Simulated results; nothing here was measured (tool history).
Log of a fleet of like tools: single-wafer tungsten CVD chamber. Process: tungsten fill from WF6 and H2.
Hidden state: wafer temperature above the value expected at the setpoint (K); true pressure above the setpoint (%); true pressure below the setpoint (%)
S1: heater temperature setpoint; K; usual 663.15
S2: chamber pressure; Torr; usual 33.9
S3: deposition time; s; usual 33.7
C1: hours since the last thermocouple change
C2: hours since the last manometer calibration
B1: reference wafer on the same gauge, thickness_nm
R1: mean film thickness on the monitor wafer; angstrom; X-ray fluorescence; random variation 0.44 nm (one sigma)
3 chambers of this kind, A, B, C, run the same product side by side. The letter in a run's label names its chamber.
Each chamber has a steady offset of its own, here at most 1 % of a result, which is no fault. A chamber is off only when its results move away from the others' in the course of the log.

run,hour,S1,S2,S3,C1,C2,B1,R1
1A,5.0,663.15,33.9,33.7,2113.8,1395.0,77.265,858.76
2C,10.5,663.15,33.9,33.7,355.3,267.2,77.075,870.61
3B,14.9,663.15,33.9,33.7,199.1,847.9,77.097,849.62
4A,21.3,663.15,33.9,33.7,2130.1,1411.3,77.051,862.03
5B,25.0,663.15,33.9,33.7,209.2,858.0,77.108,862.16
6C,29.0,663.15,33.9,33.7,373.8,285.7,76.969,870.32
7C,35.1,663.15,33.9,33.7,379.9,291.8,77.049,866.44
8B,41.2,663.15,33.9,33.7,225.4,874.2,77.123,854.34
9A,44.3,663.15,33.9,33.7,2153.1,1434.3,77.104,862.65
10A,47.6,663.15,33.9,33.7,2156.4,1437.6,77.129,859.57
11C,54.4,663.15,33.9,33.7,399.2,311.1,77.181,867.39
12B,58.0,663.15,33.9,33.7,242.2,891.0,77.071,861.89
# hour 59.0: chamber A: thermocouple changed; heater temperature recalibrated
13A,61.8,663.15,33.9,33.7,2.9,1451.8,77.179,921.94
14B,67.6,663.15,33.9,33.7,251.8,900.6,77.134,857.37
15C,72.0,663.15,33.9,33.7,416.8,328.7,77.043,872.84
16C,76.0,651.15,33.9,33.7,420.8,332.7,77.075,676.92
17A,79.7,651.15,33.9,33.7,20.8,1469.7,77.145,722.03
18B,83.1,651.15,33.9,33.7,267.3,916.1,77.118,669.44
19C,87.8,663.15,33.9,36.2,432.6,344.5,77.030,921.32
20A,91.6,663.15,33.9,36.2,32.7,1481.6,77.054,981.91

All 3 chambers run these settings next. Forecast each chamber's results:
21A,96.5,663.15,33.9,27.5,,,,?
21B,96.5,663.15,33.9,27.5,,,,?
21C,96.5,663.15,33.9,27.5,,,,?

run,R1
21A,746.18
21B,699.96
21C,707.60
